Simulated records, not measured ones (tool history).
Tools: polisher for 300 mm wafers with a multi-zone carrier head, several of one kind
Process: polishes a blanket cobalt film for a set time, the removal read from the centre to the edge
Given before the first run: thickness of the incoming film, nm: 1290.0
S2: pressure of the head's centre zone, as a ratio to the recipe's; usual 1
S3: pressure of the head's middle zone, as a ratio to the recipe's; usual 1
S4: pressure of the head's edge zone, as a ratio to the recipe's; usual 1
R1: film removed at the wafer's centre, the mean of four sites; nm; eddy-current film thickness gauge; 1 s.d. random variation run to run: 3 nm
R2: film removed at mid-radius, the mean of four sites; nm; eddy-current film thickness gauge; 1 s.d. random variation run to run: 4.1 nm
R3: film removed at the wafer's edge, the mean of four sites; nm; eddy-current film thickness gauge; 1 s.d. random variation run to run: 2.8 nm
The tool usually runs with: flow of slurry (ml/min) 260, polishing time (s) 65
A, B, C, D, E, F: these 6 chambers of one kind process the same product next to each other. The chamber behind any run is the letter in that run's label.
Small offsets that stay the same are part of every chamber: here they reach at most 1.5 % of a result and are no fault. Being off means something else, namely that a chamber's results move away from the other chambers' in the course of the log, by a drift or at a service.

-- hour=2.8 chamber C: worn pad replaced by a new one
run 1E hour=6.5 | flow_of_slurry_(ml/min)=260 S2=1 S3=1 S4=1 polishing_time_(s)=65 | R1=283.96 R2=288.79 R3=281.93
run 2D hour=11.5 | flow_of_slurry_(ml/min)=260 S2=1 S3=1 S4=1 polishing_time_(s)=65 | R1=278.6 R2=289.34 R3=282.54
-- hour=12.3 chamber B: edge zone pressure recalibrated
run 3F hour=20.5 | flow_of_slurry_(ml/min)=260 S2=1 S3=1 S4=1 polishing_time_(s)=65 | R1=282.22 R2=289.61 R3=284.19
-- hour=21.3 chamber F: worn pad replaced by a new one
-- hour=26.9 chamber E: worn pad replaced by a new one
run 4C hour=30.2 | flow_of_slurry_(ml/min)=260 S2=1 S3=1 S4=1 polishing_time_(s)=65 | R1=284.25 R2=276.8 R3=287.02
-- hour=31.7 chamber C: edge zone pressure recalibrated
run 5A hour=36.8 | flow_of_slurry_(ml/min)=260 S2=1 S3=1 S4=1 polishing_time_(s)=65 | R1=285.65 R2=280.79 R3=283.5
-- hour=41 chamber A: worn pad replaced by a new one
run 6B hour=45 | flow_of_slurry_(ml/min)=260 S2=1 S3=1 S4=1 polishing_time_(s)=65 | R1=278.39 R2=280.88 R3=282.85
-- hour=46.1 chamber B: worn pad replaced by a new one
run 7A hour=54.7 | flow_of_slurry_(ml/min)=260 S2=1 S3=1 S4=1 polishing_time_(s)=65 | R1=284.02 R2=285.05 R3=275.73
-- hour=57.7 chamber D: worn pad replaced by a new one
run 8D hour=60.8 | flow_of_slurry_(ml/min)=260 S2=1 S3=1 S4=1 polishing_time_(s)=65 | R1=283.12 R2=290.84 R3=288.55
run 9F hour=70.2 | flow_of_slurry_(ml/min)=260 S2=1 S3=1 S4=1 polishing_time_(s)=65 | R1=276.35 R2=289.86 R3=280.45
-- hour=71.9 chamber C: worn pad replaced by a new one
run 10C hour=80.9 | flow_of_slurry_(ml/min)=260 S2=1 S3=1 S4=1 polishing_time_(s)=65 | R1=284.38 R2=281.04 R3=284.54
run 11E hour=88 | flow_of_slurry_(ml/min)=260 S2=1 S3=1 S4=1 polishing_time_(s)=65 | R1=288.73 R2=274.69 R3=289.09
run 12B hour=97.1 | flow_of_slurry_(ml/min)=260 S2=1 S3=1 S4=1 polishing_time_(s)=65 | R1=281.83 R2=272.58 R3=285.62
-- hour=99.7 chamber E: worn pad replaced by a new one
run 13D hour=105.3 | flow_of_slurry_(ml/min)=260 S2=1 S3=1 S4=1 polishing_time_(s)=65 | R1=283.28 R2=282.02 R3=282.82
run 14A hour=110.3 | flow_of_slurry_(ml/min)=260 S2=1 S3=1 S4=1 polishing_time_(s)=65 | R1=277.51 R2=280.21 R3=281.06
-- hour=110.9 chamber F: worn pad replaced by a new one
-- hour=113.8 chamber F: slurry nozzle cleaned
run 15E hour=120.3 | flow_of_slurry_(ml/min)=260 S2=1 S3=1 S4=1 polishing_time_(s)=65 | R1=284.51 R2=284.33 R3=284.19
run 16F hour=127.5 | flow_of_slurry_(ml/min)=260 S2=1 S3=1 S4=1 polishing_time_(s)=83 | R1=355.91 R2=368.83 R3=359.8
-- hour=131.6 chamber A: worn pad replaced by a new one
run 17B hour=132.6 | flow_of_slurry_(ml/min)=260 S2=1 S3=1 S4=1 polishing_time_(s)=83 | R1=357.18 R2=348.58 R3=360.51
-- hour=135.8 chamber B: worn pad replaced by a new one
run 18C hour=139.5 | flow_of_slurry_(ml/min)=260 S2=1 S3=1 S4=1 polishing_time_(s)=83 | R1=368.24 R2=354.45 R3=371.59
-- hour=142.9 chamber C: worn pad replaced by a new one
-- hour=146.2 chamber D: slurry nozzle cleaned
run 19F hour=146.5 | flow_of_slurry_(ml/min)=260 S2=1 S3=1 S4=1 polishing_time_(s)=83 | R1=357.76 R2=371.78 R3=362.05
run 20D hour=156.3 | flow_of_slurry_(ml/min)=260 S2=1 S3=1 S4=1 polishing_time_(s)=83 | R1=362.89 R2=361.1 R3=365.88
run 21C hour=164 | flow_of_slurry_(ml/min)=260 S2=1 S3=1 S4=1 polishing_time_(s)=83 | R1=370.81 R2=354.81 R3=361.96
run 22E hour=170 | flow_of_slurry_(ml/min)=260 S2=1 S3=1 S4=1 polishing_time_(s)=65 | R1=285.19 R2=276.56 R3=285.06
-- hour=171.7 chamber E: worn pad replaced by a new one
-- hour=172.4 chamber D: worn pad replaced by a new one
run 23A hour=178.5 | flow_of_slurry_(ml/min)=260 S2=1 S3=1 S4=1 polishing_time_(s)=65 | R1=283.81 R2=290.51 R3=282.6
run 24B hour=188.6 | flow_of_slurry_(ml/min)=260 S2=1 S3=1 S4=1 polishing_time_(s)=65 | R1=282.35 R2=284.74 R3=284.81
-- hour=193.4 chamber F: edge zone pressure recalibrated
run 25F hour=198.7 | flow_of_slurry_(ml/min)=260 S2=1 S3=1 S4=1 polishing_time_(s)=65 | R1=281.26 R2=284.58 R3=283.35
-- hour=202 chamber F: worn pad replaced by a new one
run 26E hour=204.7 | flow_of_slurry_(ml/min)=260 S2=1 S3=1 S4=1 polishing_time_(s)=65 | R1=281.53 R2=278.85 R3=287.94
-- hour=206.1 chamber C: worn pad replaced by a new one
run 27D hour=211.9 | flow_of_slurry_(ml/min)=260 S2=1 S3=1 S4=1 polishing_time_(s)=65 | R1=288.41 R2=279.53 R3=284.06
run 28B hour=216.6 | flow_of_slurry_(ml/min)=260 S2=1 S3=1 S4=1 polishing_time_(s)=65 | R1=281.81 R2=278.99 R3=282.67
-- hour=220.6 chamber A: worn pad replaced by a new one
run 29C hour=226.3 | flow_of_slurry_(ml/min)=260 S2=1 S3=1 S4=1 polishing_time_(s)=65 | R1=284.19 R2=284.34 R3=283.12
-- hour=235.6 chamber E: worn pad replaced by a new one
run 30A hour=236.3 | flow_of_slurry_(ml/min)=260 S2=1 S3=1 S4=1 polishing_time_(s)=65 | R1=277.69 R2=290.04 R3=281.2
-- hour=238.8 chamber B: worn pad replaced by a new one
-- hour=240.7 chamber B: slurry nozzle cleaned
run 31A hour=243.3 | flow_of_slurry_(ml/min)=260 S2=1 S3=1 S4=1 polishing_time_(s)=65 | R1=281.79 R2=280.43 R3=274.74
-- hour=247.4 chamber C: centre zone pressure recalibrated
run 32E hour=248 | flow_of_slurry_(ml/min)=260 S2=1 S3=0.92 S4=1 polishing_time_(s)=65 | R1=283.54 R2=260.91 R3=287.4
run 33F hour=257.8 | flow_of_slurry_(ml/min)=260 S2=1 S3=0.92 S4=1 polishing_time_(s)=65 | R1=278.31 R2=257.85 R3=282.19
run 34C hour=263.7 | flow_of_slurry_(ml/min)=260 S2=1 S3=0.92 S4=1 polishing_time_(s)=65 | R1=286.7 R2=267.35 R3=284
-- hour=271.2 chamber D: worn pad replaced by a new one
-- hour=272.5 chamber A: slurry nozzle cleaned
run 35B hour=273 | flow_of_slurry_(ml/min)=260 S2=1 S3=0.92 S4=1 polishing_time_(s)=65 | R1=283.34 R2=254.95 R3=287.96
-- hour=276.3 chamber F: worn pad replaced by a new one
-- hour=278.5 chamber C: worn pad replaced by a new one
run 36D hour=280 | flow_of_slurry_(ml/min)=260 S2=1 S3=0.92 S4=1 polishing_time_(s)=65 | R1=281.28 R2=261.82 R3=284.42
run 37B hour=285.3 | flow_of_slurry_(ml/min)=260 S2=1 S3=0.92 S4=1 polishing_time_(s)=65 | R1=276.7 R2=256.47 R3=283.49
run 38D hour=295.8 | flow_of_slurry_(ml/min)=260 S2=1 S3=1 S4=1 polishing_time_(s)=65 | R1=284.96 R2=283.73 R3=286.1
-- hour=297.3 chamber E: worn pad replaced by a new one
run 39C hour=305.9 | flow_of_slurry_(ml/min)=260 S2=1 S3=1 S4=1 polishing_time_(s)=65 | R1=281.07 R2=278.57 R3=281.83
-- hour=312.6 chamber A: worn pad replaced by a new one
run 40A hour=315.5 | flow_of_slurry_(ml/min)=260 S2=1 S3=1 S4=1 polishing_time_(s)=65 | R1=280.89 R2=280.59 R3=280.63
run 41E hour=323.3 | flow_of_slurry_(ml/min)=290 S2=1 S3=1.04 S4=1 polishing_time_(s)=65 | R1=286.71 R2=302.38 R3=279.64
run 42F hour=331.6 | flow_of_slurry_(ml/min)=290 S2=1 S3=1.04 S4=1 polishing_time_(s)=65 | R1=281.62 R2=299.67 R3=282.42
run 43F hour=336.5 | flow_of_slurry_(ml/min)=290 S2=1 S3=1.04 S4=1 polishing_time_(s)=65 | R1=278.59 R2=301.79 R3=288.58
run 44E hour=344.5 | flow_of_slurry_(ml/min)=290 S2=1 S3=1.04 S4=1 polishing_time_(s)=65 | R1=291.36 R2=298.2 R3=284.63

Read the log: is a single chamber off, either drifting away or since a service, is the gauge that measures every chamber drifting, or is nothing wrong beyond small per-chamber offsets? Name any odd chamber and what most likely caused it.

Nothing is wrong: each chamber keeps only its own small, steady offset and the gauge holds still.
